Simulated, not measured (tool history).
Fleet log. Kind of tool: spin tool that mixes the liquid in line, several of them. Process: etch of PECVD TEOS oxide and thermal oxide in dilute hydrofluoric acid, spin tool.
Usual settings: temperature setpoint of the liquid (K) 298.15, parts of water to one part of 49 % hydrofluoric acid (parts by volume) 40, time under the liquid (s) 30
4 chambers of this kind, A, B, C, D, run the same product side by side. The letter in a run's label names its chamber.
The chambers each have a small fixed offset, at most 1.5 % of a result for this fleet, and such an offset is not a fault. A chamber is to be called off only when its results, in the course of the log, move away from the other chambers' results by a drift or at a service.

run,hour,temperature setpoint of the liquid (K),parts of water to one part of 49 % hydrofluoric acid (parts by volume),time under the liquid (s),hours since the thermometer was replaced,hours since the hydrofluoric acid flow meter was replaced,"read-back film thickness of the PECVD TEOS oxide reference wafer, read on the same gauge (nm)","read-back film thickness of the thermal oxide reference wafer, read on the same gauge (nm)",thickness taken off the PECVD TEOS oxide on a monitor wafer (nm),thickness taken off the thermal oxide on a monitor wafer (nm)
# hour 7.0: chamber D: hydrofluoric acid flow meter replaced
1D,8.5,298.15,40,30,1060.2,1.6,89.991,100.010,19.499,3.9903
2B,14.7,298.15,40,30,2344.7,1126.4,89.997,100.010,19.577,4.0119
3A,19.5,298.15,40,30,341.5,1092.7,89.993,99.993,19.782,4.0024
4C,25.1,298.15,40,30,2592.5,377.9,89.993,99.971,19.229,4.0529
5D,29.6,298.15,40,30,1081.3,22.7,90.008,99.982,19.682,3.9328
6B,36.2,298.15,40,30,2366.2,1147.9,90.000,100.000,19.514,3.9413
7C,42.3,298.15,40,30,2609.7,395.1,89.990,100.010,19.459,4.0086
8A,51.1,298.15,40,30,373.1,1124.3,90.002,99.985,19.548,4.0032
9A,60.1,298.15,40,30,382.1,1133.3,89.969,99.992,19.816,3.9580
10C,68.6,298.15,40,30,2636.0,421.4,90.021,100.010,19.579,4.0094
11D,75.0,298.15,40,30,1126.7,68.1,89.988,99.994,19.686,4.0103
12B,80.3,298.15,40,30,2410.3,1192.0,90.007,100.010,19.647,3.9876
13B,87.7,298.15,40,30,2417.7,1199.4,90.010,100.010,19.408,3.9531
14A,93.4,298.15,40,30,415.4,1166.6,90.000,99.984,19.664,3.9654
15C,100.4,298.15,40,30,2667.8,453.2,89.999,99.999,19.379,3.9950
16D,107.1,298.15,40,30,1158.8,100.2,90.012,99.998,19.587,4.0049
17D,114.7,298.15,25,15,1166.4,107.8,90.004,99.995,15.903,3.2341
18B,120.8,298.15,25,15,2450.8,1232.5,89.996,99.988,15.948,3.2180
19A,125.2,298.15,25,15,447.2,1198.4,90.013,100.020,15.988,3.2467
20C,132.3,298.15,25,15,2699.7,485.1,89.997,99.993,15.718,3.3012
21D,138.3,295.65,40,30,1190.0,131.4,89.991,100.010,17.780,3.6136
22A,143.8,295.65,40,30,465.8,1217.0,90.005,100.010,17.748,3.5699
23C,147.8,295.65,40,30,2715.2,500.6,89.977,99.983,17.450,3.6254
24B,152.6,295.65,40,30,2482.6,1264.3,90.000,99.984,17.589,3.6578
25C,161.0,298.15,40,30,2728.4,513.8,89.997,99.995,19.409,3.9764

One chamber off, gauge drift, or nothing amiss beyond the chambers' own small offsets? If it is a chamber, which one, and what is the likeliest cause?

Nothing is wrong: each chamber keeps only its own small, steady offset and the gauge holds still.

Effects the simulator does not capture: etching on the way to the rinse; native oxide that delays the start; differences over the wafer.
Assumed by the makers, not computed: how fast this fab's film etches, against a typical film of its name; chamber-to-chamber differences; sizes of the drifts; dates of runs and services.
